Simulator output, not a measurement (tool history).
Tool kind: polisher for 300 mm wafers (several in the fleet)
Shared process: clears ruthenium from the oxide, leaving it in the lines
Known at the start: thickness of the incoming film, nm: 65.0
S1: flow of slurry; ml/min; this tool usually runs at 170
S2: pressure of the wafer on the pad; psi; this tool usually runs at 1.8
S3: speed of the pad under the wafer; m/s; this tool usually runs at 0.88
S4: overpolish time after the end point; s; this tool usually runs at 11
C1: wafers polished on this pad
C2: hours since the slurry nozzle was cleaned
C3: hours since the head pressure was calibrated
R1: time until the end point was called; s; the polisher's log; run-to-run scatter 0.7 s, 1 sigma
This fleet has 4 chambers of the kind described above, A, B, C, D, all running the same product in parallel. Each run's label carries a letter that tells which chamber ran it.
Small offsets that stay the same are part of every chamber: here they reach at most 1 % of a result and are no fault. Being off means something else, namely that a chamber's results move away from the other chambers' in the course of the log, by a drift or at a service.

run,day,S1,S2,S3,S4,C1,C2,C3,R1
1B,0.583,170,1.8,0.88,11,589,371.2,264.7,72.335
2D,0.992,170,1.8,0.88,11,781,66.3,472.6,72.054
3C,1.312,170,1.8,0.88,11,1104,106,211.1,71.426
# day 1.642: chamber C: worn pad replaced by a new one
4A,1.883,170,1.8,0.88,11,637,719.1,64,72.258
# day 1.925: chamber B: worn pad replaced by a new one
5D,2.4,170,1.8,0.88,11,1198,100.1,506.4,70.5
6B,2.762,170,1.8,0.88,11,249,423.5,317,73.047
# day 3.058: chamber A: worn pad replaced by a new one
# day 3.058: chamber D: worn pad replaced by a new one
7A,3.104,170,1.8,0.88,11,14,748.4,93.3,73.141
8C,3.454,170,1.8,0.88,11,537,157.4,262.5,72.589
# day 3.662: chamber A: slurry nozzle cleaned
9C,3.721,170,1.8,0.88,11,616,163.8,268.9,72.749
10B,4.121,115,1.8,0.88,11,651,456.1,349.6,78.928
11A,4.521,115,1.8,0.88,11,434,20.6,127.3,79.268
# day 4.579: chamber B: slurry nozzle cleaned
# day 4.925: chamber B: worn pad replaced by a new one
12D,5.117,115,1.8,0.88,11,610,165.3,571.6,77.812
13C,5.446,115,1.8,0.88,11,1128,205.2,310.3,77.346
# day 5.475: chamber C: slurry nozzle cleaned
# day 5.692: chamber A: worn pad replaced by a new one
14A,5.729,170,1.8,0.88,11,11,49.6,156.3,74.369
# day 5.892: chamber B: head pressure recalibrated
15D,6.325,170,1.8,0.88,11,968,194.3,600.6,72.336
# day 6.471: chamber C: worn pad replaced by a new one
16B,6.8,170,1.8,0.88,11,556,53.4,21.9,72.91
17D,7.312,170,1.8,0.88,11,1261,218,624.3,71.769
18C,7.775,170,1.8,0.88,11,387,55.2,366.2,70.868
# day 7.942: chamber B: worn pad replaced by a new one
19A,8.192,170,1.8,0.88,11,741,108.7,215.4,72.439
# day 8.483: chamber D: worn pad replaced by a new one
20B,8.746,170,1.8,0.88,11,239,100.1,68.6,72.882
# day 8.908: chamber A: worn pad replaced by a new one
21D,9.283,170,1.8,0.88,11,237,265.3,671.6,71.433
22C,9.829,170,1.8,0.88,11,996,104.5,415.5,71.518
23A,10.283,170,1.8,0.88,11,408,158.9,265.6,73.596
# day 10.371: chamber C: worn pad replaced by a new one
24B,10.725,170,1.8,0.88,11,825,147.6,116.1,73.152
# day 10.912: chamber B: worn pad replaced by a new one
25B,11.204,170,1.8,0.88,11,87,159.1,127.6,73.135
26A,11.492,170,1.8,0.88,11,766,187.9,294.6,72.996
# day 11.779: chamber A: worn pad replaced by a new one
27D,11.833,170,2,0.88,5,993,326.5,732.8,65.227
28C,12.383,170,2,0.88,5,597,165.8,476.8,66.062
29D,12.875,170,2,0.88,5,1302,351.5,757.8,64.969
30C,13.462,170,2,0.88,5,917,191.7,502.7,65.372
# day 13.679: chamber B: worn pad replaced by a new one
31B,14.033,170,1.8,0.88,11,105,227,195.5,72.609
32A,14.458,170,1.8,0.88,11,795,259.1,365.8,73.381
33A,14.975,170,1.8,0.88,11,948,271.5,378.2,73.008

One chamber off, gauge drift, or nothing amiss beyond the chambers' own small offsets? If it is a chamber, which one, and what is the likeliest cause?

The fleet is healthy, with each chamber sitting at its usual small offset and no drift in the gauge.

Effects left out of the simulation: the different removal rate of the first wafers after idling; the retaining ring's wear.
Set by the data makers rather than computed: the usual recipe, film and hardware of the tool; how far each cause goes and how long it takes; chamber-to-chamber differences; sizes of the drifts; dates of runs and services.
